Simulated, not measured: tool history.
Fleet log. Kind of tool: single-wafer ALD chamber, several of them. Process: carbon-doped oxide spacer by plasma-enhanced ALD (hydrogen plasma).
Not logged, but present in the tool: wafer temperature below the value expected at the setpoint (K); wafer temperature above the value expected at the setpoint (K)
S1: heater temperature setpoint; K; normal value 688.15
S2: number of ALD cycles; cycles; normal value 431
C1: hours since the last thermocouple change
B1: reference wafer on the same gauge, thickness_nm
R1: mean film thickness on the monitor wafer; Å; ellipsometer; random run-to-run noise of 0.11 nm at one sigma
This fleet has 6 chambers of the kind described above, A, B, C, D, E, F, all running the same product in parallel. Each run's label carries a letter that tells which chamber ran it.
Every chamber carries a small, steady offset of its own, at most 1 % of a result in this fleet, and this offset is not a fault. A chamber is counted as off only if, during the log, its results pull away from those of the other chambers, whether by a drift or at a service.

{"run": "1E", "hour": 9.4, "S1": 688.15, "S2": 431, "C1": 1731.2, "B1": 22.226, "R1": 205.15}
{"run": "2B", "hour": 16.6, "S1": 688.15, "S2": 431, "C1": 38.4, "B1": 22.209, "R1": 205.57}
{"run": "3C", "hour": 23.5, "S1": 688.15, "S2": 431, "C1": 1579.5, "B1": 22.206, "R1": 208.8}
{"run": "4D", "hour": 31.2, "S1": 688.15, "S2": 431, "C1": 121.8, "B1": 22.188, "R1": 206.51}
{"run": "5F", "hour": 43.1, "S1": 688.15, "S2": 431, "C1": 791.4, "B1": 22.218, "R1": 206.77}
{"run": "6A", "hour": 52.1, "S1": 688.15, "S2": 431, "C1": 741.6, "B1": 22.227, "R1": 207.55}
{"run": "7B", "hour": 62.0, "S1": 688.15, "S2": 431, "C1": 83.8, "B1": 22.217, "R1": 206.41}
{"run": "8D", "hour": 74.2, "S1": 688.15, "S2": 431, "C1": 164.8, "B1": 22.185, "R1": 204.22}
{"run": "9E", "hour": 88.6, "S1": 688.15, "S2": 431, "C1": 1810.4, "B1": 22.154, "R1": 206.19}
{"run": "10F", "hour": 103.1, "S1": 688.15, "S2": 431, "C1": 851.4, "B1": 22.204, "R1": 207.57}
{"run": "11A", "hour": 116.7, "S1": 688.15, "S2": 431, "C1": 806.2, "B1": 22.203, "R1": 207.83}
{"run": "12C", "hour": 123.6, "S1": 678.15, "S2": 401, "C1": 1679.6, "B1": 22.202, "R1": 199.5}
{"run": "13A", "hour": 135.0, "S1": 678.15, "S2": 401, "C1": 824.5, "B1": 22.197, "R1": 199.06}
{"run": "14B", "hour": 143.7, "S1": 678.15, "S2": 401, "C1": 165.5, "B1": 22.205, "R1": 197.97}
{"run": "15E", "hour": 151.2, "S1": 678.15, "S2": 401, "C1": 1873, "B1": 22.204, "R1": 199.34}
{"run": "16C", "hour": 160.1, "S1": 678.15, "S2": 401, "C1": 1716.1, "B1": 22.188, "R1": 197.3}
{"run": "17F", "hour": 168.5, "S1": 678.15, "S2": 401, "C1": 916.8, "B1": 22.201, "R1": 198.95}
{"run": "18D", "hour": 176.6, "S1": 688.15, "S2": 431, "C1": 267.2, "B1": 22.188, "R1": 204.01}
{"run": "19B", "hour": 186.5, "S1": 688.15, "S2": 431, "C1": 208.3, "B1": 22.184, "R1": 206.75}
{"run": "20D", "hour": 194.1, "S1": 683.15, "S2": 391, "C1": 284.7, "B1": 22.173, "R1": 188.36}
{"run": "21E", "hour": 202.1, "S1": 683.15, "S2": 391, "C1": 1923.9, "B1": 22.184, "R1": 190.23}
{"run": "22C", "hour": 210.9, "S1": 683.15, "S2": 391, "C1": 1766.9, "B1": 22.19, "R1": 189.31}
{"run": "23F", "hour": 221.1, "S1": 683.15, "S2": 391, "C1": 969.4, "B1": 22.184, "R1": 189.02}
{"run": "24A", "hour": 228.4, "S1": 683.15, "S2": 391, "C1": 917.9, "B1": 22.187, "R1": 190.81}
{"run": "25F", "hour": 240.8, "S1": 683.15, "S2": 391, "C1": 989.1, "B1": 22.218, "R1": 190.57}
{"run": "26A", "hour": 254.3, "S1": 688.15, "S2": 431, "C1": 943.8, "B1": 22.198, "R1": 205.53}
{"run": "27B", "hour": 264.5, "S1": 688.15, "S2": 431, "C1": 286.3, "B1": 22.166, "R1": 209.66}
{"run": "28E", "hour": 271.7, "S1": 688.15, "S2": 431, "C1": 1993.5, "B1": 22.223, "R1": 206.17}
{"run": "29D", "hour": 283.7, "S1": 688.15, "S2": 431, "C1": 374.3, "B1": 22.202, "R1": 204.16}
{"run": "30C", "hour": 293.9, "S1": 688.15, "S2": 431, "C1": 1849.9, "B1": 22.185, "R1": 206.95}
{"run": "31D", "hour": 308.1, "S1": 688.15, "S2": 431, "C1": 398.7, "B1": 22.212, "R1": 204}
{"run": "32A", "hour": 320.6, "S1": 688.15, "S2": 431, "C1": 1010.1, "B1": 22.165, "R1": 207.09}
{"run": "33C", "hour": 332.2, "S1": 688.15, "S2": 431, "C1": 1888.2, "B1": 22.212, "R1": 203.6}
{"run": "34E", "hour": 342.0, "S1": 688.15, "S2": 431, "C1": 2063.8, "B1": 22.178, "R1": 205.94}
{"run": "35F", "hour": 352.4, "S1": 688.15, "S2": 431, "C1": 1100.7, "B1": 22.168, "R1": 206.75}
{"run": "36B", "hour": 361.8, "S1": 688.15, "S2": 431, "C1": 383.6, "B1": 22.229, "R1": 207.88}

Predict what each chamber gives when all 6 of them run the settings below next.
{"run": "37A", "hour": 372.2, "S1": 674.15, "S2": 431, "R1": "?"}
{"run": "37B", "hour": 372.2, "S1": 674.15, "S2": 431, "R1": "?"}
{"run": "37C", "hour": 372.2, "S1": 674.15, "S2": 431, "R1": "?"}
{"run": "37D", "hour": 372.2, "S1": 674.15, "S2": 431, "R1": "?"}
{"run": "37E", "hour": 372.2, "S1": 674.15, "S2": 431, "R1": "?"}
{"run": "37F", "hour": 372.2, "S1": 674.15, "S2": 431, "R1": "?"}

run=37A R1=215.41
run=37B R1=216.8
run=37C R1=215.36
run=37D R1=214.37
run=37E R1=216.14
run=37F R1=213.79

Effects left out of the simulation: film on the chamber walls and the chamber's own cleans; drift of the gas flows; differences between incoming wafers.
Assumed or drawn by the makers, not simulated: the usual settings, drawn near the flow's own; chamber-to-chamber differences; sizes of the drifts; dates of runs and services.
